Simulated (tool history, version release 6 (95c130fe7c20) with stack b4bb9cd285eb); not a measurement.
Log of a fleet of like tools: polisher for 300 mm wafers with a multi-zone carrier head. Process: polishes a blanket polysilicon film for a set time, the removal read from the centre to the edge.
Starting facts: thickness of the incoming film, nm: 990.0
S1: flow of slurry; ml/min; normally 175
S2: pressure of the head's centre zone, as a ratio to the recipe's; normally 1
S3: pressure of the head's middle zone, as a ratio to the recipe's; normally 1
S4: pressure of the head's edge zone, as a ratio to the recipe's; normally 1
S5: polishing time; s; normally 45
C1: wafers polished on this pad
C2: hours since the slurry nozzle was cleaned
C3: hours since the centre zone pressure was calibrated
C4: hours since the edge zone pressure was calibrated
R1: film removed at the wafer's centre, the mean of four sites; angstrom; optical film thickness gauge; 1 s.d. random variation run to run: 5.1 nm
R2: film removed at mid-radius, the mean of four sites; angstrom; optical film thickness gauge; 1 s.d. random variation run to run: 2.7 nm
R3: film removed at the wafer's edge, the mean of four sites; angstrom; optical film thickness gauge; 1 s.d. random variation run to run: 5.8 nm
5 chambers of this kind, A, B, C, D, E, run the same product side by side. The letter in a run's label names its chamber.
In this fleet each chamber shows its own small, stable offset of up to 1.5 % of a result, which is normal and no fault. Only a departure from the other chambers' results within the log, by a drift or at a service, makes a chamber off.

{"hour": 1.1, "done": "chamber B: worn pad replaced by a new one"}
{"run": "1A", "hour": 4.3, "S1": 175, "S2": 1, "S3": 1, "S4": 1, "S5": 45, "C1": 288, "C2": 710.6, "C3": 270.2, "C4": 86.3, "R1": 3786, "R2": 3820.4, "R3": 3841.8}
{"run": "2B", "hour": 7.3, "S1": 175, "S2": 1, "S3": 1, "S4": 1, "S5": 45, "C1": 91, "C2": 355.7, "C3": 610.1, "C4": 592.3, "R1": 3843.8, "R2": 3896.8, "R3": 3840.3}
{"run": "3E", "hour": 10.5, "S1": 175, "S2": 1, "S3": 1, "S4": 1, "S5": 45, "C1": 748, "C2": 279.3, "C3": 322.8, "C4": 494.6, "R1": 3758.4, "R2": 3802.5, "R3": 3826.8}
{"run": "4C", "hour": 13.2, "S1": 175, "S2": 1, "S3": 1, "S4": 1, "S5": 45, "C1": 252, "C2": 18.1, "C3": 307.9, "C4": 420.1, "R1": 3802.7, "R2": 3844.7, "R3": 3837.3}
{"hour": 14.8, "done": "chamber E: worn pad replaced by a new one"}
{"run": "5D", "hour": 16.2, "S1": 175, "S2": 1, "S3": 1, "S4": 1, "S5": 45, "C1": 640, "C2": 102.3, "C3": 526.8, "C4": 1009.2, "R1": 3862.7, "R2": 3827.4, "R3": 3707.5}
{"run": "6D", "hour": 19.9, "S1": 130, "S2": 1, "S3": 0.93, "S4": 1, "S5": 45, "C1": 694, "C2": 106, "C3": 530.5, "C4": 1012.9, "R1": 3566.3, "R2": 3362.5, "R3": 3688.9}
{"run": "7E", "hour": 24.1, "S1": 130, "S2": 1, "S3": 0.93, "S4": 1, "S5": 45, "C1": 134, "C2": 292.9, "C3": 336.4, "C4": 508.2, "R1": 3585.6, "R2": 3315, "R3": 3719}
{"run": "8C", "hour": 27.4, "S1": 130, "S2": 1, "S3": 0.93, "S4": 1, "S5": 45, "C1": 458, "C2": 32.3, "C3": 322.1, "C4": 434.3, "R1": 3541.9, "R2": 3424.9, "R3": 3710.8}
{"run": "9A", "hour": 30.7, "S1": 130, "S2": 1, "S3": 0.93, "S4": 1, "S5": 45, "C1": 671, "C2": 737, "C3": 296.6, "C4": 112.7, "R1": 3574.1, "R2": 3402.5, "R3": 3670.2}
{"run": "10B", "hour": 33.1, "S1": 130, "S2": 1, "S3": 0.93, "S4": 1, "S5": 45, "C1": 465, "C2": 381.5, "C3": 635.9, "C4": 618.1, "R1": 3678.6, "R2": 3401.9, "R3": 3658.5}
{"run": "11E", "hour": 36.1, "S1": 175, "S2": 1, "S3": 1, "S4": 1, "S5": 45, "C1": 308, "C2": 304.9, "C3": 348.4, "C4": 520.2, "R1": 3810, "R2": 3860.7, "R3": 3947.4}
{"run": "12B", "hour": 39.3, "S1": 175, "S2": 1, "S3": 1, "S4": 1, "S5": 45, "C1": 555, "C2": 387.7, "C3": 642.1, "C4": 624.3, "R1": 3886.8, "R2": 3919.1, "R3": 3897.8}
{"run": "13A", "hour": 43.9, "S1": 175, "S2": 1, "S3": 1, "S4": 1, "S5": 45, "C1": 862, "C2": 750.2, "C3": 309.8, "C4": 125.9, "R1": 3745.4, "R2": 3829.2, "R3": 3820.2}
{"hour": 45.1, "done": "chamber B: worn pad replaced by a new one"}
{"run": "14C", "hour": 47.4, "S1": 175, "S2": 1, "S3": 1, "S4": 1, "S5": 45, "C1": 748, "C2": 52.3, "C3": 342.1, "C4": 454.3, "R1": 3807, "R2": 3797.4, "R3": 3859.5}
{"run": "15D", "hour": 50.1, "S1": 175, "S2": 1, "S3": 1, "S4": 1, "S5": 45, "C1": 1132, "C2": 136.2, "C3": 560.7, "C4": 1043.1, "R1": 3895.5, "R2": 3810.3, "R3": 3766.5}
{"run": "16C", "hour": 54.9, "S1": 175, "S2": 1, "S3": 1, "S4": 1, "S5": 45, "C1": 857, "C2": 59.8, "C3": 349.6, "C4": 461.8, "R1": 3849, "R2": 3863.2, "R3": 3885.1}
{"run": "17D", "hour": 57.7, "S1": 205, "S2": 1, "S3": 1, "S4": 1, "S5": 53, "C1": 1242, "C2": 143.8, "C3": 568.3, "C4": 1050.7, "R1": 4549.9, "R2": 4499.7, "R3": 4498.5}
{"hour": 61.3, "done": "chamber A: slurry nozzle cleaned"}
{"run": "18E", "hour": 61.8, "S1": 205, "S2": 1, "S3": 1, "S4": 1, "S5": 53, "C1": 681, "C2": 330.6, "C3": 374.1, "C4": 545.9, "R1": 4582.5, "R2": 4525.3, "R3": 4720}
{"run": "19B", "hour": 65.4, "S1": 205, "S2": 1, "S3": 1, "S4": 1, "S5": 53, "C1": 294, "C2": 413.8, "C3": 668.2, "C4": 650.4, "R1": 4701.7, "R2": 4673.2, "R3": 4678.5}
{"hour": 65.6, "done": "chamber E: worn pad replaced by a new one"}
{"run": "20A", "hour": 69.6, "S1": 205, "S2": 1, "S3": 1, "S4": 1, "S5": 53, "C1": 1235, "C2": 8.3, "C3": 335.5, "C4": 151.6, "R1": 4656.2, "R2": 4611.4, "R3": 4723.9}
{"run": "21B", "hour": 72.9, "S1": 205, "S2": 1, "S3": 1, "S4": 1, "S5": 53, "C1": 403, "C2": 421.3, "C3": 675.7, "C4": 657.9, "R1": 4644.2, "R2": 4661.1, "R3": 4693.1}
{"run": "22D", "hour": 75.1, "S1": 175, "S2": 1, "S3": 1, "S4": 1, "S5": 45, "C1": 1494, "C2": 161.2, "C3": 585.7, "C4": 1068.1, "R1": 3684.8, "R2": 3646.5, "R3": 3586.7}
{"hour": 78.0, "done": "chamber C: worn pad replaced by a new one"}
{"run": "23A", "hour": 78.4, "S1": 175, "S2": 1, "S3": 1, "S4": 1, "S5": 45, "C1": 1363, "C2": 17.1, "C3": 344.3, "C4": 160.4, "R1": 3791.8, "R2": 3916.1, "R3": 3870.8}
{"run": "24E", "hour": 83.1, "S1": 130, "S2": 1, "S3": 1, "S4": 1, "S5": 45, "C1": 253, "C2": 351.9, "C3": 395.4, "C4": 567.2, "R1": 3469.8, "R2": 3564.7, "R3": 3624.6}
{"hour": 85.6, "done": "chamber B: worn pad replaced by a new one"}
{"hour": 85.8, "done": "chamber A: worn pad replaced by a new one"}
{"run": "25C", "hour": 86.0, "S1": 130, "S2": 1, "S3": 1, "S4": 1, "S5": 45, "C1": 116, "C2": 90.9, "C3": 380.7, "C4": 492.9, "R1": 3505.5, "R2": 3611.7, "R3": 3702.6}
{"run": "26D", "hour": 88.9, "S1": 130, "S2": 1, "S3": 1, "S4": 1, "S5": 45, "C1": 1695, "C2": 175, "C3": 599.5, "C4": 1081.9, "R1": 3490.1, "R2": 3352.5, "R3": 3467}
{"run": "27B", "hour": 92.7, "S1": 130, "S2": 1, "S3": 1, "S4": 1, "S5": 45, "C1": 103, "C2": 441.1, "C3": 695.5, "C4": 677.7, "R1": 3624.8, "R2": 3690.7, "R3": 3736.5}
{"run": "28C", "hour": 97.1, "S1": 130, "S2": 1, "S3": 1, "S4": 1, "S5": 45, "C1": 277, "C2": 102, "C3": 391.8, "C4": 504, "R1": 3613.3, "R2": 3630.9, "R3": 3722.6}
{"run": "29A", "hour": 99.5, "S1": 145, "S2": 1, "S3": 1, "S4": 1, "S5": 45, "C1": 199, "C2": 38.2, "C3": 365.4, "C4": 181.5, "R1": 3640.4, "R2": 3744.4, "R3": 3904.3}
{"run": "30E", "hour": 102.6, "S1": 145, "S2": 1, "S3": 1, "S4": 1, "S5": 45, "C1": 536, "C2": 371.4, "C3": 414.9, "C4": 586.7, "R1": 3580.6, "R2": 3692.9, "R3": 3746.2}
{"hour": 102.7, "done": "chamber A: centre zone pressure recalibrated"}
{"run": "31B", "hour": 105.9, "S1": 145, "S2": 1, "S3": 1, "S4": 1, "S5": 45, "C1": 295, "C2": 454.3, "C3": 708.7, "C4": 690.9, "R1": 3669.7, "R2": 3769.2, "R3": 3738.4}
{"run": "32D", "hour": 110.2, "S1": 145, "S2": 1, "S3": 1, "S4": 1, "S5": 45, "C1": 2003, "C2": 196.3, "C3": 620.8, "C4": 1103.2, "R1": 3456.3, "R2": 3332.4, "R3": 3309.5}
{"run": "33C", "hour": 114.2, "S1": 145, "S2": 1, "S3": 1, "S4": 1, "S5": 45, "C1": 525, "C2": 119.1, "C3": 408.9, "C4": 521.1, "R1": 3688.8, "R2": 3687.5, "R3": 3638.9}
{"run": "34E", "hour": 117.0, "S1": 175, "S2": 1, "S3": 1, "S4": 1, "S5": 45, "C1": 745, "C2": 385.8, "C3": 429.3, "C4": 601.1, "R1": 3851.2, "R2": 3840.6, "R3": 3822.5}
{"run": "35A", "hour": 121.2, "S1": 175, "S2": 1, "S3": 1, "S4": 1, "S5": 45, "C1": 514, "C2": 59.9, "C3": 18.5, "C4": 203.2, "R1": 3808.7, "R2": 3816.6, "R3": 3926.8}
{"run": "36D", "hour": 124.6, "S1": 175, "S2": 1, "S3": 1, "S4": 1, "S5": 45, "C1": 2212, "C2": 210.7, "C3": 635.2, "C4": 1117.6, "R1": 3320.5, "R2": 3348.6, "R3": 3311.9}

Which is it: a chamber that has drifted or been left off by a service, a gauge drift common to all chambers, or only each chamber's usual small offset? If a chamber is off, name it and its likeliest cause.

Little by little, chamber D moves away from the other chambers.
Most likely cause: removal rate lost through wear of the pad, % = 12.4.

Below are 4 candidate recipes for chamber D's next run, each the usual settings with a change, their results shown as question marks. Which of them brings D's results back in line with what the other chambers give on the usual settings?
Counts as in line when no further than this from what the other chambers average on the usual settings: R1 180 angstrom; R2 95 angstrom; R3 200 angstrom
{"run": "37D-1", "hour": 128.0, "S1": 175, "S2": 1.02, "S3": 1, "S4": 0.99, "S5": 39, "R1": "?", "R2": "?", "R3": "?"}
{"run": "37D-2", "hour": 128.0, "S1": 180, "S2": 0.97, "S3": 1.01, "S4": 1.03, "S5": 58, "R1": "?", "R2": "?", "R3": "?"}
{"run": "37D-3", "hour": 128.0, "S1": 175, "S2": 1.03, "S3": 0.99, "S4": 0.98, "S5": 35, "R1": "?", "R2": "?", "R3": "?"}
{"run": "37D-4", "hour": 128.0, "S1": 175, "S2": 0.99, "S3": 1, "S4": 1.01, "S5": 52, "R1": "?", "R2": "?", "R3": "?"}

Other chambers, usual settings, mean: R1 3822.1 angstrom; R2 3838.6 angstrom; R3 3860 angstrom
run=37D-1 R1=3031.1 R2=2893 R3=2902.9
run=37D-2 R1=4289.5 R2=4363.6 R3=4421.8
run=37D-3 R1=2749.1 R2=2572 R3=2591.9
run=37D-4 R1=3911.9 R2=3857.9 R3=3911.1
The answer is 37D-4, which returns the chamber to within the allowed miss of the others.
